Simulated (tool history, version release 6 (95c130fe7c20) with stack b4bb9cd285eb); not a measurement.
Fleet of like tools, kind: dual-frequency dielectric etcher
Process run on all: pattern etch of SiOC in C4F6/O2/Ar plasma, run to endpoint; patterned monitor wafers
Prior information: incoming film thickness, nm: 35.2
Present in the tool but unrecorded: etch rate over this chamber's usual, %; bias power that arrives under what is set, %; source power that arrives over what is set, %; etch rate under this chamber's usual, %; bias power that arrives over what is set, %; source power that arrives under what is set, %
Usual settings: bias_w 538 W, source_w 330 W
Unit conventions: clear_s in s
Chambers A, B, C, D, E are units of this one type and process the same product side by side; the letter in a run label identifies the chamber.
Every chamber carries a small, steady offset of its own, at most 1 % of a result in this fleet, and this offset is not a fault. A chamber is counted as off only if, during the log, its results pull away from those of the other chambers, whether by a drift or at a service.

run   hour  bias_w  source_w  hours since the last wet clean  hours since the last bias power generator calibration  hours since the last source power generator calibration  clear_s
 1A    5.6     538       330                           219.7                                                 1489.0                                                    955.4   12.445
 2C    9.9     538       330                           249.1                                                 1420.7                                                   2405.0   12.310
 3E   14.0     538       330                           293.7                                                 3118.1                                                    649.0   12.570
 4D   20.5     538       330                           459.3                                                 2826.9                                                   1375.9   12.320
 5B   25.4     538       330                            54.0                                                  319.4                                                   1381.4   12.376
      29.1  -- chamber D: wet clean of the chamber
 6E   30.0     631       350                           309.7                                                 3134.1                                                    665.0   11.517
 7A   36.0     631       350                           250.1                                                 1519.4                                                    985.8   11.499
 8B   41.9     631       350                            70.5                                                  335.9                                                   1397.9   11.273
 9C   45.5     631       350                           284.7                                                 1456.3                                                   2440.6   11.365
10D   49.2     631       350                            20.1                                                 2855.6                                                   1404.6   11.330
11C   54.3     538       330                           293.5                                                 1465.1                                                   2449.4   12.433
12A   60.7     538       330                           274.8                                                 1544.1                                                   1010.5   12.273
13B   67.2     538       330                            95.8                                                  361.2                                                   1423.2   12.485
14D   71.1     538       330                            42.0                                                 2877.5                                                   1426.5   12.314
15E   76.1     538       330                           355.8                                                 3180.2                                                    711.1   12.356
16E   79.4     538       330                           359.1                                                 3183.5                                                    714.4   12.401
17B   84.4     538       330                           113.0                                                  378.4                                                   1440.4   12.414
18C   88.3     538       330                           327.5                                                 1499.1                                                   2483.4   12.291
19D   92.8     538       330                            63.7                                                 2899.2                                                   1448.2   12.332
20A   97.0     538       330                           311.1                                                 1580.4                                                   1046.8   12.454
21C  102.3     596       330                           341.5                                                 1513.1                                                   2497.4   11.937
22E  106.8     596       330                           386.5                                                 3210.9                                                    741.8   11.974
23B  111.5     596       330                           140.1                                                  405.5                                                   1467.5   11.898
24A  117.2     596       330                           331.3                                                 1600.6                                                   1067.0   11.960
     118.6  -- chamber A: wet clean of the chamber
25D  122.9     596       330                            93.8                                                 2929.3                                                   1478.3   11.865
26C  127.1     487       360                           366.3                                                 1537.9                                                   2522.2   12.424
27D  131.9     487       360                           102.8                                                 2938.3                                                   1487.3   12.480
28E  138.8     487       360                           418.5                                                 3242.9                                                    773.8   12.554
29B  143.4     487       360                           172.0                                                  437.4                                                   1499.4   12.529
30A  149.8     487       360                            31.3                                                 1633.2                                                   1099.6   12.585
31A  154.2     538       330                            35.7                                                 1637.6                                                   1104.0   12.358

Each of the 5 chambers runs these same settings next. Fill in every chamber's results:
32A  159.2     538       330                                                                                                                                                        ?
32B  159.2     538       330                                                                                                                                                        ?
32C  159.2     538       330                                                                                                                                                        ?
32D  159.2     538       330                                                                                                                                                        ?
32E  159.2     538       330                                                                                                                                                        ?

run  clear_s
32A   12.469
32B   12.472
32C   12.370
32D   12.263
32E   12.487
